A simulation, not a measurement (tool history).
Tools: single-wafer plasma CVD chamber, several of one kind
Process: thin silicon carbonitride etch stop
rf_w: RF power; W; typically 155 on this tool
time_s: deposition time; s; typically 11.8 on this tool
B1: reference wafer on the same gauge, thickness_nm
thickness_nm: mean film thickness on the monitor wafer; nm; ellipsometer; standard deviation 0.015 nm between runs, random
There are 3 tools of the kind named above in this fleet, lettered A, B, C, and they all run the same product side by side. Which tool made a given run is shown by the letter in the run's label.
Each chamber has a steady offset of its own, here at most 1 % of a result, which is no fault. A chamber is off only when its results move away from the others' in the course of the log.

{"run": "1A", "day": 0.204, "rf_w": 155, "time_s": 11.8, "B1": 5.9498, "thickness_nm": 6.2575}
{"run": "2B", "day": 0.538, "rf_w": 155, "time_s": 11.8, "B1": 5.9447, "thickness_nm": 6.2146}
{"run": "3C", "day": 0.808, "rf_w": 155, "time_s": 11.8, "B1": 5.949, "thickness_nm": 6.275}
{"run": "4B", "day": 1.112, "rf_w": 155, "time_s": 11.8, "B1": 5.9463, "thickness_nm": 6.234}
{"run": "5A", "day": 1.404, "rf_w": 155, "time_s": 11.8, "B1": 5.95, "thickness_nm": 6.2362}
{"run": "6C", "day": 1.667, "rf_w": 155, "time_s": 10.2, "B1": 5.9478, "thickness_nm": 5.4302}
{"run": "7A", "day": 1.992, "rf_w": 155, "time_s": 10.2, "B1": 5.95, "thickness_nm": 5.3756}
{"run": "8B", "day": 2.179, "rf_w": 155, "time_s": 10.2, "B1": 5.9485, "thickness_nm": 5.3728}
{"run": "9C", "day": 2.425, "rf_w": 155, "time_s": 11.8, "B1": 5.9524, "thickness_nm": 6.2593}
{"run": "10B", "day": 2.708, "rf_w": 155, "time_s": 11.8, "B1": 5.9512, "thickness_nm": 6.2328}
{"run": "11A", "day": 2.942, "rf_w": 155, "time_s": 11.8, "B1": 5.9484, "thickness_nm": 6.2166}
{"run": "12C", "day": 3.3, "rf_w": 155, "time_s": 11.8, "B1": 5.9463, "thickness_nm": 6.2866}
{"run": "13A", "day": 3.512, "rf_w": 155, "time_s": 11.8, "B1": 5.9533, "thickness_nm": 6.1814}
{"run": "14B", "day": 3.771, "rf_w": 155, "time_s": 11.8, "B1": 5.9475, "thickness_nm": 6.2383}
{"run": "15C", "day": 3.946, "rf_w": 155, "time_s": 11.8, "B1": 5.9535, "thickness_nm": 6.2921}
{"run": "16C", "day": 4.175, "rf_w": 155, "time_s": 11.8, "B1": 5.9527, "thickness_nm": 6.2981}
{"run": "17B", "day": 4.425, "rf_w": 155, "time_s": 11.8, "B1": 5.9513, "thickness_nm": 6.2357}
{"run": "18A", "day": 4.658, "rf_w": 155, "time_s": 11.8, "B1": 5.948, "thickness_nm": 6.2364}
{"run": "19B", "day": 4.929, "rf_w": 155, "time_s": 11.8, "B1": 5.9464, "thickness_nm": 6.2382}
{"day": 5.112, "done": "chamber A: RF generator calibrated"}
{"run": "20A", "day": 5.238, "rf_w": 155, "time_s": 11.8, "B1": 5.9511, "thickness_nm": 6.2474}
{"run": "21C", "day": 5.508, "rf_w": 155, "time_s": 11.8, "B1": 5.9467, "thickness_nm": 6.2675}
{"run": "22A", "day": 5.854, "rf_w": 155, "time_s": 11.8, "B1": 5.9489, "thickness_nm": 6.2272}
{"run": "23C", "day": 6.088, "rf_w": 155, "time_s": 11.8, "B1": 5.946, "thickness_nm": 6.3143}
{"run": "24B", "day": 6.279, "rf_w": 155, "time_s": 11.8, "B1": 5.9489, "thickness_nm": 6.219}
{"run": "25A", "day": 6.471, "rf_w": 155, "time_s": 11.8, "B1": 5.9545, "thickness_nm": 6.2224}
{"run": "26C", "day": 6.783, "rf_w": 155, "time_s": 11.8, "B1": 5.9516, "thickness_nm": 6.3114}
{"run": "27B", "day": 7.129, "rf_w": 155, "time_s": 11.8, "B1": 5.9459, "thickness_nm": 6.241}
{"run": "28A", "day": 7.408, "rf_w": 155, "time_s": 11.8, "B1": 5.9506, "thickness_nm": 6.2476}
{"run": "29B", "day": 7.571, "rf_w": 155, "time_s": 11.8, "B1": 5.9483, "thickness_nm": 6.1883}
{"run": "30C", "day": 7.9, "rf_w": 155, "time_s": 11.8, "B1": 5.9464, "thickness_nm": 6.3164}
{"run": "31A", "day": 8.1, "rf_w": 155, "time_s": 11.8, "B1": 5.953, "thickness_nm": 6.2205}
{"run": "32B", "day": 8.312, "rf_w": 155, "time_s": 11.8, "B1": 5.9508, "thickness_nm": 6.2158}
{"run": "33C", "day": 8.521, "rf_w": 155, "time_s": 11.8, "B1": 5.9494, "thickness_nm": 6.2964}
{"run": "34C", "day": 8.825, "rf_w": 155, "time_s": 11.8, "B1": 5.9507, "thickness_nm": 6.3252}
{"run": "35A", "day": 9.0, "rf_w": 155, "time_s": 11.8, "B1": 5.9443, "thickness_nm": 6.2478}
{"run": "36B", "day": 9.321, "rf_w": 165, "time_s": 9.6, "B1": 5.9507, "thickness_nm": 5.1515}
{"run": "37C", "day": 9.496, "rf_w": 165, "time_s": 9.6, "B1": 5.9471, "thickness_nm": 5.2088}
{"run": "38A", "day": 9.654, "rf_w": 165, "time_s": 9.6, "B1": 5.9454, "thickness_nm": 5.1646}
{"run": "39B", "day": 10.0, "rf_w": 155, "time_s": 11.8, "B1": 5.95, "thickness_nm": 6.2164}
{"run": "40A", "day": 10.35, "rf_w": 155, "time_s": 11.8, "B1": 5.9469, "thickness_nm": 6.2401}

Is one chamber out of step, is the gauge drifting, or do the chambers differ by no more than their own small offsets? For an off chamber, give its letter and the likeliest cause.

No chamber stands off beyond its own small offset, and the gauge holds steady.
